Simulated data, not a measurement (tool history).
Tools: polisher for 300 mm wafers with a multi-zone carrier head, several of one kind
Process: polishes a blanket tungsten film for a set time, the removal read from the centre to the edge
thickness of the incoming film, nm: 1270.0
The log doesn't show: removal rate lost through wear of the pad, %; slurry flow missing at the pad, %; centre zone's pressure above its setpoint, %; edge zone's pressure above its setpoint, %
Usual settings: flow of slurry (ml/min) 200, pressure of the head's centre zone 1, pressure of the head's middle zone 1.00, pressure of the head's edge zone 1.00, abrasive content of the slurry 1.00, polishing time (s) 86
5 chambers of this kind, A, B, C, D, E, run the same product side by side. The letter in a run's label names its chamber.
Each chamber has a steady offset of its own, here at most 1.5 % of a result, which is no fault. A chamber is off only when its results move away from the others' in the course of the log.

| run | hour | flow of slurry (ml/min) | pressure of the head's centre zone | pressure of the head's middle zone | pressure of the head's edge zone | abrasive content of the slurry | polishing time (s) | wafers polished on this pad | hours since the slurry nozzle was cleaned | hours since the centre zone pressure was calibrated | hours since the edge zone pressure was calibrated | film removed at the wafer's centre (nm) | film removed at mid-radius (nm) | film removed at the wafer's edge (nm) |
|---|---|---|---|---|---|---|---|---|---|---|---|---|---|---|
|  | 2.4 | chamber C: slurry nozzle cleaned |
| 1E | 7.5 | 200 | 1 | 1.00 | 1.00 | 1.00 | 86 | 210 | 96.1 | 216.7 | 545.4 | 336.07 | 331.91 | 339.20 |
| 2A | 17.1 | 200 | 1 | 1.00 | 1.00 | 1.00 | 86 | 1060 | 33.7 | 854.0 | 67.6 | 329.64 | 337.30 | 334.47 |
| 3C | 28.0 | 200 | 1 | 1.00 | 1.00 | 1.00 | 86 | 988 | 25.6 | 654.4 | 381.8 | 332.83 | 335.14 | 334.64 |
| 4B | 35.7 | 200 | 1 | 1.00 | 1.00 | 1.00 | 86 | 308 | 236.2 | 454.9 | 540.7 | 329.11 | 327.50 | 330.28 |
|  | 39.2 | chamber E: edge zone pressure recalibrated |
| 5D | 46.6 | 240 | 1 | 1.00 | 1.00 | 1.25 | 86 | 266 | 635.4 | 880.1 | 296.1 | 359.31 | 365.02 | 355.95 |
|  | 54.7 | chamber A: worn pad replaced by a new one |
| 6D | 60.2 | 240 | 1 | 1.00 | 1.00 | 1.25 | 86 | 343 | 649.0 | 893.7 | 309.7 | 365.03 | 360.12 | 361.60 |
| 7A | 66.5 | 240 | 1 | 1.00 | 1.00 | 1.25 | 86 | 66 | 83.1 | 903.4 | 117.0 | 355.68 | 352.89 | 353.22 |
| 8C | 79.8 | 240 | 1 | 1.00 | 1.00 | 1.25 | 86 | 1278 | 77.4 | 706.2 | 433.6 | 353.14 | 358.60 | 357.72 |
|  | 83.2 | chamber C: worn pad replaced by a new one |
| 9E | 87.7 | 240 | 1 | 1.00 | 1.00 | 1.25 | 86 | 659 | 176.3 | 296.9 | 48.6 | 368.62 | 364.13 | 350.37 |
|  | 94.4 | chamber D: centre zone pressure recalibrated |
| 10B | 95.6 | 200 | 1 | 1.00 | 1.00 | 1.00 | 86 | 643 | 296.1 | 514.8 | 600.6 | 329.94 | 327.80 | 333.52 |
| 11E | 102.8 | 200 | 1 | 1.00 | 1.00 | 1.00 | 86 | 744 | 191.4 | 312.0 | 63.7 | 338.66 | 332.01 | 332.71 |
| 12B | 109.7 | 200 | 1 | 1.00 | 1.00 | 1.00 | 86 | 722 | 310.2 | 528.9 | 614.7 | 328.18 | 323.60 | 330.61 |
| 13D | 122.4 | 200 | 1 | 1.00 | 1.00 | 1.00 | 86 | 691 | 711.2 | 28.0 | 371.9 | 333.01 | 330.52 | 334.53 |
| 14A | 129.8 | 200 | 1 | 1.00 | 1.00 | 1.00 | 86 | 420 | 146.4 | 966.7 | 180.3 | 333.61 | 322.29 | 327.69 |
| 15C | 136.8 | 200 | 1 | 1.00 | 1.00 | 1.00 | 86 | 300 | 134.4 | 763.2 | 490.6 | 326.85 | 327.37 | 333.40 |
| 16C | 146.0 | 200 | 1 | 1.00 | 1.00 | 1.00 | 86 | 351 | 143.6 | 772.4 | 499.8 | 335.89 | 340.62 | 336.52 |
| 17A | 155.2 | 200 | 1 | 1.00 | 1.00 | 1.00 | 86 | 562 | 171.8 | 992.1 | 205.7 | 333.33 | 334.55 | 333.11 |
|  | 157.3 | chamber D: edge zone pressure recalibrated |
|  | 160.1 | chamber C: centre zone pressure recalibrated |
|  | 163.7 | chamber E: slurry nozzle cleaned |
| 18B | 164.1 | 200 | 1 | 1.00 | 1.00 | 1.00 | 86 | 1027 | 364.6 | 583.3 | 669.1 | 320.61 | 327.96 | 333.55 |
|  | 169.0 | chamber E: worn pad replaced by a new one |
| 19D | 172.8 | 200 | 1 | 1.00 | 1.00 | 1.00 | 86 | 973 | 761.6 | 78.4 | 15.6 | 331.52 | 334.05 | 330.32 |
|  | 179.4 | chamber B: worn pad replaced by a new one |
| 20E | 185.5 | 200 | 1 | 1.00 | 1.00 | 1.00 | 86 | 92 | 21.8 | 394.7 | 146.4 | 338.83 | 329.31 | 328.66 |
|  | 196.2 | chamber D: worn pad replaced by a new one |
| 21D | 197.4 | 200 | 1 | 1.00 | 1.00 | 1.00 | 86 | 6 | 786.2 | 103.0 | 40.2 | 335.39 | 324.35 | 336.94 |
| 22C | 204.6 | 200 | 1 | 1.00 | 1.00 | 1.00 | 86 | 680 | 202.2 | 44.6 | 558.4 | 326.38 | 339.09 | 333.64 |
| 23E | 211.1 | 200 | 1 | 1.00 | 1.00 | 1.00 | 86 | 235 | 47.4 | 420.3 | 172.0 | 341.59 | 329.78 | 339.97 |
| 24A | 223.7 | 200 | 1 | 0.94 | 1.00 | 1.20 | 86 | 946 | 240.3 | 1060.6 | 274.2 | 347.61 | 320.90 | 354.32 |
|  | 230.6 | chamber D: slurry nozzle cleaned |
| 25B | 237.5 | 200 | 1 | 0.94 | 1.00 | 1.20 | 86 | 325 | 438.0 | 656.7 | 742.5 | 338.06 | 320.07 | 342.02 |
|  | 237.8 | chamber B: centre zone pressure recalibrated |
|  | 240.1 | chamber A: slurry nozzle cleaned |
|  | 244.2 | chamber C: slurry nozzle cleaned |
| 26B | 244.8 | 200 | 1 | 0.94 | 1.00 | 1.20 | 86 | 366 | 445.3 | 7.0 | 749.8 | 344.14 | 326.48 | 345.65 |
| 27C | 257.7 | 200 | 1 | 0.94 | 1.00 | 1.20 | 86 | 977 | 13.6 | 97.7 | 611.5 | 347.05 | 326.53 | 350.24 |
| 28E | 268.3 | 200 | 1 | 0.94 | 1.00 | 1.20 | 86 | 556 | 104.6 | 477.5 | 229.2 | 351.54 | 327.47 | 346.60 |
|  | 275.1 | chamber C: worn pad replaced by a new one |
| 29A | 279.8 | 200 | 1 | 1.00 | 1.00 | 1.00 | 86 | 1260 | 39.7 | 1116.7 | 330.3 | 331.46 | 332.20 | 329.40 |
| 30D | 288.5 | 200 | 1 | 1.00 | 1.00 | 1.00 | 86 | 517 | 57.9 | 194.1 | 131.3 | 332.41 | 332.17 | 334.59 |
|  | 294.5 | chamber A: worn pad replaced by a new one |
|  | 296.1 | chamber C: edge zone pressure recalibrated |
| 31E | 298.3 | 200 | 1 | 1.00 | 1.00 | 1.00 | 86 | 724 | 134.6 | 507.5 | 259.2 | 339.87 | 333.37 | 330.64 |
| 32C | 311.9 | 245 | 1 | 1.00 | 1.08 | 1.00 | 86 | 206 | 67.8 | 151.9 | 15.9 | 337.85 | 340.32 | 357.61 |
| 33B | 323.5 | 245 | 1 | 1.00 | 1.08 | 1.00 | 86 | 807 | 524.0 | 85.7 | 828.5 | 340.05 | 341.70 | 355.51 |
|  | 333.2 | chamber B: worn pad replaced by a new one |
| 34D | 336.5 | 245 | 1 | 1.00 | 1.08 | 1.00 | 86 | 785 | 105.9 | 242.1 | 179.3 | 338.98 | 344.56 | 348.40 |
|  | 336.6 | chamber A: edge zone pressure recalibrated |
| 35A | 344.5 | 245 | 1 | 1.00 | 1.08 | 1.00 | 86 | 280 | 104.4 | 1181.4 | 7.9 | 335.54 | 334.14 | 355.19 |
| 36B | 356.0 | 245 | 1 | 1.00 | 1.08 | 1.00 | 86 | 128 | 556.5 | 118.2 | 861.0 | 340.86 | 339.22 | 356.21 |
| 37C | 365.3 | 200 | 1 | 1.00 | 1.00 | 1.00 | 86 | 505 | 121.2 | 205.3 | 69.3 | 325.23 | 326.21 | 337.33 |
|  | 365.9 | chamber E: slurry nozzle cleaned |
| 38E | 377.9 | 200 | 1 | 1.00 | 1.00 | 1.00 | 86 | 1169 | 12.0 | 587.1 | 338.8 | 335.93 | 332.07 | 329.88 |
| 39A | 385.3 | 245 | 1 | 1.00 | 1.00 | 1.00 | 86 | 509 | 145.2 | 1222.2 | 48.7 | 344.35 | 344.70 | 347.53 |
|  | 390.6 | chamber D: worn pad replaced by a new one |
| 40D | 398.7 | 245 | 1 | 1.00 | 1.00 | 1.00 | 86 | 45 | 168.1 | 304.3 | 241.5 | 341.45 | 340.04 | 340.10 |

Is one chamber off against the others, does the gauge drift, or is nothing wrong? If a chamber is off, say which, and what the likeliest cause is.

No chamber stands off beyond its own small offset, and the gauge holds steady.

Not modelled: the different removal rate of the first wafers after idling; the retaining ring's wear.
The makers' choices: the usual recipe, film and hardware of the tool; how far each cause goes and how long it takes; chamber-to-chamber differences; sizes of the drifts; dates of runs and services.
